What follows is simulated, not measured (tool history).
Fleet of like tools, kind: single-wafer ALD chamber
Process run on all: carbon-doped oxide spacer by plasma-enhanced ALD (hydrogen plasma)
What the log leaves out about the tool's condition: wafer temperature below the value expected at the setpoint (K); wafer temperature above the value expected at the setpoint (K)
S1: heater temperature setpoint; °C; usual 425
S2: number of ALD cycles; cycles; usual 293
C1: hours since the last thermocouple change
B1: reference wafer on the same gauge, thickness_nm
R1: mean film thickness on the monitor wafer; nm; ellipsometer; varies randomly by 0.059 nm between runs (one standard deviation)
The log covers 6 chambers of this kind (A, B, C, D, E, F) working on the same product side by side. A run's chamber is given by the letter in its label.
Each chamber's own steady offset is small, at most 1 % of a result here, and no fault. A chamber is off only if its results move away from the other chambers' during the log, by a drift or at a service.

{"run": "1A", "hour": 10.2, "S1": 425, "S2": 293, "C1": 275.9, "B1": 12.998, "R1": 13.585}
{"run": "2B", "hour": 18.4, "S1": 425, "S2": 293, "C1": 1774.7, "B1": 13.007, "R1": 13.502}
{"run": "3D", "hour": 28.3, "S1": 425, "S2": 293, "C1": 337.7, "B1": 12.997, "R1": 13.515}
{"run": "4E", "hour": 36.8, "S1": 425, "S2": 293, "C1": 586.8, "B1": 13.011, "R1": 13.469}
{"run": "5C", "hour": 52.9, "S1": 436, "S2": 317, "C1": 373.7, "B1": 13.006, "R1": 14.204}
{"run": "6F", "hour": 65.0, "S1": 436, "S2": 317, "C1": 1413.1, "B1": 13.002, "R1": 14.092}
{"run": "7E", "hour": 75.0, "S1": 436, "S2": 317, "C1": 625, "B1": 13.006, "R1": 14.095}
{"run": "8C", "hour": 86.3, "S1": 436, "S2": 317, "C1": 407.1, "B1": 12.995, "R1": 14.269}
{"run": "9F", "hour": 100.5, "S1": 436, "S2": 317, "C1": 1448.6, "B1": 13, "R1": 14.077}
{"run": "10D", "hour": 109.1, "S1": 436, "S2": 317, "C1": 418.5, "B1": 12.994, "R1": 14.095}
{"run": "11B", "hour": 124.3, "S1": 425, "S2": 293, "C1": 1880.6, "B1": 13.001, "R1": 13.503}
{"run": "12A", "hour": 131.4, "S1": 425, "S2": 293, "C1": 397.1, "B1": 13.011, "R1": 13.496}
{"run": "13B", "hour": 147.0, "S1": 425, "S2": 293, "C1": 1903.3, "B1": 12.999, "R1": 13.443}
{"run": "14E", "hour": 161.3, "S1": 425, "S2": 293, "C1": 711.3, "B1": 13.001, "R1": 13.441}
{"run": "15F", "hour": 176.8, "S1": 425, "S2": 293, "C1": 1524.9, "B1": 12.994, "R1": 13.495}
{"hour": 183.9, "done": "chamber B: thermocouple changed; heater temperature recalibrated"}
{"run": "16D", "hour": 185.0, "S1": 425, "S2": 293, "C1": 494.4, "B1": 12.996, "R1": 13.483}
{"run": "17A", "hour": 195.5, "S1": 425, "S2": 293, "C1": 461.2, "B1": 12.993, "R1": 13.644}
{"run": "18C", "hour": 206.2, "S1": 425, "S2": 293, "C1": 527, "B1": 12.993, "R1": 13.708}
{"run": "19C", "hour": 215.9, "S1": 425, "S2": 293, "C1": 536.7, "B1": 12.99, "R1": 13.723}
{"run": "20B", "hour": 224.9, "S1": 425, "S2": 293, "C1": 41.1, "B1": 13, "R1": 13.555}
{"run": "21D", "hour": 236.3, "S1": 425, "S2": 293, "C1": 545.7, "B1": 12.999, "R1": 13.526}
{"run": "22E", "hour": 250.7, "S1": 425, "S2": 293, "C1": 800.7, "B1": 13.009, "R1": 13.492}
{"run": "23A", "hour": 264.3, "S1": 420, "S2": 293, "C1": 530, "B1": 12.993, "R1": 13.878}
{"run": "24F", "hour": 274.4, "S1": 420, "S2": 293, "C1": 1622.5, "B1": 13.008, "R1": 13.716}
{"run": "25D", "hour": 283.8, "S1": 420, "S2": 293, "C1": 593.2, "B1": 13.011, "R1": 13.731}
{"run": "26C", "hour": 298.7, "S1": 420, "S2": 293, "C1": 619.5, "B1": 12.99, "R1": 13.79}
{"run": "27A", "hour": 312.0, "S1": 420, "S2": 293, "C1": 577.7, "B1": 13.005, "R1": 13.843}
{"run": "28B", "hour": 321.0, "S1": 420, "S2": 293, "C1": 137.2, "B1": 13.013, "R1": 13.851}
{"run": "29E", "hour": 335.4, "S1": 425, "S2": 293, "C1": 885.4, "B1": 12.998, "R1": 13.401}
{"run": "30F", "hour": 347.3, "S1": 425, "S2": 293, "C1": 1695.4, "B1": 13.006, "R1": 13.569}
{"run": "31C", "hour": 358.2, "S1": 425, "S2": 293, "C1": 679, "B1": 12.996, "R1": 13.631}
{"run": "32A", "hour": 369.3, "S1": 425, "S2": 293, "C1": 635, "B1": 13.002, "R1": 13.549}
{"run": "33B", "hour": 379.9, "S1": 425, "S2": 293, "C1": 196.1, "B1": 13.007, "R1": 13.457}
{"run": "34E", "hour": 392.0, "S1": 425, "S2": 293, "C1": 942, "B1": 12.986, "R1": 13.57}
{"run": "35F", "hour": 404.3, "S1": 425, "S2": 293, "C1": 1752.4, "B1": 13.013, "R1": 13.542}
{"run": "36D", "hour": 414.5, "S1": 425, "S2": 293, "C1": 723.9, "B1": 13.008, "R1": 13.466}
{"run": "37F", "hour": 430.2, "S1": 425, "S2": 293, "C1": 1778.3, "B1": 12.997, "R1": 13.455}

Next, all 6 chambers run the settings below, one line each with question marks for the results. What does each chamber give?
{"run": "38A", "hour": 441.8, "S1": 437, "S2": 293, "R1": "?"}
{"run": "38B", "hour": 441.8, "S1": 437, "S2": 293, "R1": "?"}
{"run": "38C", "hour": 441.8, "S1": 437, "S2": 293, "R1": "?"}
{"run": "38D", "hour": 441.8, "S1": 437, "S2": 293, "R1": "?"}
{"run": "38E", "hour": 441.8, "S1": 437, "S2": 293, "R1": "?"}
{"run": "38F", "hour": 441.8, "S1": 437, "S2": 293, "R1": "?"}

run=38A R1=12.99
run=38B R1=12.952
run=38C R1=13.149
run=38D R1=12.957
run=38E R1=12.944
run=38F R1=12.945

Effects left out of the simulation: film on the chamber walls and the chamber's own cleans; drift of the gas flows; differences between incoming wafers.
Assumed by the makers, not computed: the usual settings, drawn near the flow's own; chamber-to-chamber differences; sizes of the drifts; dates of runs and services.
